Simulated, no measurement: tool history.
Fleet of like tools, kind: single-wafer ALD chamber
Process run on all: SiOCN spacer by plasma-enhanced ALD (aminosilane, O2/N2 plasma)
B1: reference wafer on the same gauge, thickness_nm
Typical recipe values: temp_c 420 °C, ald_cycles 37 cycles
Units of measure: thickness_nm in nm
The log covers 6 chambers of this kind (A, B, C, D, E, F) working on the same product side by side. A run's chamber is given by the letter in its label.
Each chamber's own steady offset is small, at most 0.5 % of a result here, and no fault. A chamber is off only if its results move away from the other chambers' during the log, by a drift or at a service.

Run 1C, day 0.217: usual settings; B1 2.3204. Result: thickness_nm 2.0994 nm.
Run 2A, day 0.521: usual settings; B1 2.3207. Result: thickness_nm 2.1031 nm.
Run 3F, day 0.938: usual settings; B1 2.3213. Result: thickness_nm 2.1057 nm.
Run 4D, day 1.371: usual settings; B1 2.3212. Result: thickness_nm 2.0974 nm.
Run 5E, day 1.592: usual settings; B1 2.3211. Result: thickness_nm 2.1035 nm.
Run 6B, day 1.925: usual settings; B1 2.3216. Result: thickness_nm 2.1006 nm.
Run 7F, day 2.333: usual settings but temp_c 429 °C, ald_cycles 35 cycles; B1 2.3218. Result: thickness_nm 1.9391 nm.
Run 8A, day 2.562: usual settings but temp_c 429 °C, ald_cycles 35 cycles; B1 2.3217. Result: thickness_nm 1.9308 nm.
Run 9B, day 2.975: usual settings but temp_c 429 °C, ald_cycles 35 cycles; B1 2.3227. Result: thickness_nm 1.9303 nm.
Run 10C, day 3.358: usual settings but temp_c 429 °C, ald_cycles 35 cycles; B1 2.3227. Result: thickness_nm 1.9312 nm.
Run 11E, day 3.708: usual settings but temp_c 429 °C, ald_cycles 35 cycles; B1 2.3227. Result: thickness_nm 1.9386 nm.
Run 12D, day 3.946: usual settings but temp_c 429 °C, ald_cycles 35 cycles; B1 2.3238. Result: thickness_nm 1.9307 nm.
Run 13E, day 4.221: usual settings; B1 2.3236. Result: thickness_nm 2.109 nm.
Run 14F, day 4.612: usual settings; B1 2.3233. Result: thickness_nm 2.1123 nm.
Run 15A, day 5.012: usual settings; B1 2.3246. Result: thickness_nm 2.1011 nm.
Run 16C, day 5.358: usual settings; B1 2.3248. Result: thickness_nm 2.1028 nm.
Run 17D, day 5.692: usual settings; B1 2.3254. Result: thickness_nm 2.0998 nm.
Run 18B, day 6.008: usual settings; B1 2.3249. Result: thickness_nm 2.1089 nm.
Run 19C, day 6.288: usual settings; B1 2.3251. Result: thickness_nm 2.1027 nm.
Run 20E, day 6.717: usual settings; B1 2.3259. Result: thickness_nm 2.1082 nm.
Run 21F, day 6.954: usual settings; B1 2.3257. Result: thickness_nm 2.1124 nm.
Run 22D, day 7.388: usual settings; B1 2.3273. Result: thickness_nm 2.1054 nm.
Run 23B, day 7.696: usual settings; B1 2.3265. Result: thickness_nm 2.1043 nm.
Run 24A, day 8.079: usual settings; B1 2.3269. Result: thickness_nm 2.1032 nm.
At day 8.233: chamber E: thermocouple changed; heater temperature recalibrated.
Run 25B, day 8.371: usual settings but ald_cycles 44 cycles; B1 2.3269. Result: thickness_nm 2.5084 nm.
Run 26A, day 8.729: usual settings but ald_cycles 44 cycles; B1 2.3275. Result: thickness_nm 2.5014 nm.
Run 27E, day 8.958: usual settings but ald_cycles 44 cycles; B1 2.3279. Result: thickness_nm 2.5107 nm.
Run 28D, day 9.367: usual settings but ald_cycles 44 cycles; B1 2.3287. Result: thickness_nm 2.5033 nm.
Run 29C, day 9.633: usual settings but ald_cycles 44 cycles; B1 2.3278. Result: thickness_nm 2.5024 nm.
Run 30F, day 9.971: usual settings but ald_cycles 44 cycles; B1 2.3284. Result: thickness_nm 2.5184 nm.
Run 31E, day 10.304: usual settings; B1 2.3278. Result: thickness_nm 2.1104 nm.
Run 32B, day 10.633: usual settings but ald_cycles 42 cycles; B1 2.3283. Result: thickness_nm 2.3965 nm.
Run 33A, day 11.008: usual settings but ald_cycles 42 cycles; B1 2.3291. Result: thickness_nm 2.3897 nm.
Run 34F, day 11.329: usual settings but ald_cycles 42 cycles; B1 2.3289. Result: thickness_nm 2.4019 nm.
Run 35D, day 11.525: usual settings but ald_cycles 42 cycles; B1 2.329. Result: thickness_nm 2.3917 nm.
Run 36C, day 11.738: usual settings but ald_cycles 42 cycles; B1 2.3302. Result: thickness_nm 2.3929 nm.
Run 37C, day 12.138: usual settings but ald_cycles 42 cycles; B1 2.3298. Result: thickness_nm 2.3921 nm.
Run 38B, day 12.333: usual settings but temp_c 411 °C, ald_cycles 41 cycles; B1 2.3301. Result: thickness_nm 2.4033 nm.

Is one chamber off against the others, does the gauge drift, or is nothing wrong? If a chamber is off, say which, and what the likeliest cause is.

Gauge drift. The chambers move together only on paper, and none stands off.
Most likely cause: gauge reads high (%) = 0.458.

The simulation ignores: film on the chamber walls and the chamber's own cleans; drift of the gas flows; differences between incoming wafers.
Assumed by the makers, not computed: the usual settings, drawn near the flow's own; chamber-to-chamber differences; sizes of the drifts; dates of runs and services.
